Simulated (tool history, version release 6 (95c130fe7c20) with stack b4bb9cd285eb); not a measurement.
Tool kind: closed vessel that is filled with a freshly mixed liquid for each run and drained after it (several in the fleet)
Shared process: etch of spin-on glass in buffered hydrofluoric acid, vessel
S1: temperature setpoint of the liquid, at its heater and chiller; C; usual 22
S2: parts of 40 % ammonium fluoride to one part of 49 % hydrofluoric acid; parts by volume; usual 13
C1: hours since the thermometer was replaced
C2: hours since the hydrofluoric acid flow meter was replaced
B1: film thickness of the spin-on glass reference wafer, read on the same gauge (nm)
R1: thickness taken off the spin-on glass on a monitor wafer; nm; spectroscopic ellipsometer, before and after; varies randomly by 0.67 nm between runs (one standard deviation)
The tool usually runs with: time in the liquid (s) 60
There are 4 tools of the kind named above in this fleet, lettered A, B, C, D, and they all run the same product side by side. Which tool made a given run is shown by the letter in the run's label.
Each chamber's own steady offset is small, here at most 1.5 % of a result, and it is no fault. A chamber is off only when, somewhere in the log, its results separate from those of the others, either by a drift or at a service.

Run 1B, hour 11.5: usual settings; C1 283.0; C2 108.4; B1 120.00. Result: R1 140.02 nm.
Run 2C, hour 23.9: usual settings; C1 485.6; C2 1290.4; B1 120.03. Result: R1 141.12 nm.
Run 3A, hour 36.7: usual settings; C1 454.9; C2 412.0; B1 119.97. Result: R1 140.38 nm.
Run 4D, hour 44.3: usual settings; C1 342.8; C2 1498.0; B1 119.98. Result: R1 140.02 nm.
Run 5B, hour 50.6: usual settings; C1 322.1; C2 147.5; B1 120.01. Result: R1 139.52 nm.
Run 6A, hour 62.0: usual settings; C1 480.2; C2 437.3; B1 119.98. Result: R1 140.24 nm.
Run 7C, hour 72.4: usual settings; C1 534.1; C2 1338.9; B1 120.00. Result: R1 139.70 nm.
Run 8D, hour 80.7: usual settings; C1 379.2; C2 1534.4; B1 119.99. Result: R1 141.07 nm.
Run 9A, hour 89.3: usual settings; C1 507.5; C2 464.6; B1 120.01. Result: R1 141.03 nm.
Run 10C, hour 95.4: usual settings; C1 557.1; C2 1361.9; B1 119.97. Result: R1 140.09 nm.
Run 11B, hour 102.2: usual settings; C1 373.7; C2 199.1; B1 120.01. Result: R1 138.28 nm.
Run 12D, hour 112.9: usual settings; C1 411.4; C2 1566.6; B1 119.99. Result: R1 140.79 nm.
At hour 120.9: chamber C: hydrofluoric acid flow meter replaced.
Run 13C, hour 123.7: usual settings; C1 585.4; C2 2.8; B1 120.02. Result: R1 141.80 nm.
Run 14B, hour 129.7: usual settings; C1 401.2; C2 226.6; B1 120.00. Result: R1 140.20 nm.
Run 15A, hour 142.0: usual settings but S2 15 parts by volume; C1 560.2; C2 517.3; B1 119.99. Result: R1 122.35 nm.
Run 16D, hour 150.0: usual settings but S2 15 parts by volume; C1 448.5; C2 1603.7; B1 120.00. Result: R1 122.31 nm.
Run 17D, hour 162.0: usual settings but S2 15 parts by volume; C1 460.5; C2 1615.7; B1 119.99. Result: R1 123.34 nm.
Run 18A, hour 173.0: usual settings but S2 15 parts by volume; C1 591.2; C2 548.3; B1 119.99. Result: R1 122.92 nm.
Run 19C, hour 183.5: usual settings; C1 645.2; C2 62.6; B1 120.00. Result: R1 140.60 nm.
Run 20B, hour 191.5: usual settings; C1 463.0; C2 288.4; B1 119.99. Result: R1 140.16 nm.
Run 21C, hour 198.6: usual settings; C1 660.3; C2 77.7; B1 120.01. Result: R1 139.18 nm.
Run 22D, hour 207.2: usual settings; C1 505.7; C2 1660.9; B1 120.01. Result: R1 141.72 nm.
At hour 215.4: chamber B: thermometer replaced.
Run 23A, hour 220.1: usual settings; C1 638.3; C2 595.4; B1 120.03. Result: R1 141.81 nm.
Run 24B, hour 226.2: usual settings; C1 10.9; C2 323.1; B1 120.00. Result: R1 139.46 nm.
At hour 239.4: chamber D: hydrofluoric acid flow meter replaced.
Run 25C, hour 239.5: usual settings; C1 701.2; C2 118.6; B1 119.98. Result: R1 140.72 nm.
Run 26D, hour 248.1: usual settings but S1 18 C; C1 546.6; C2 8.7; B1 120.01. Result: R1 112.19 nm.

Has any chamber moved away from the others, gradually or after a service, or does the common gauge drift, or do the chambers differ only by their own small steady offsets? State the chamber and the most likely cause if one applies.

Neither any chamber nor the gauge drifts; the chambers differ only by their own small, steady offsets.
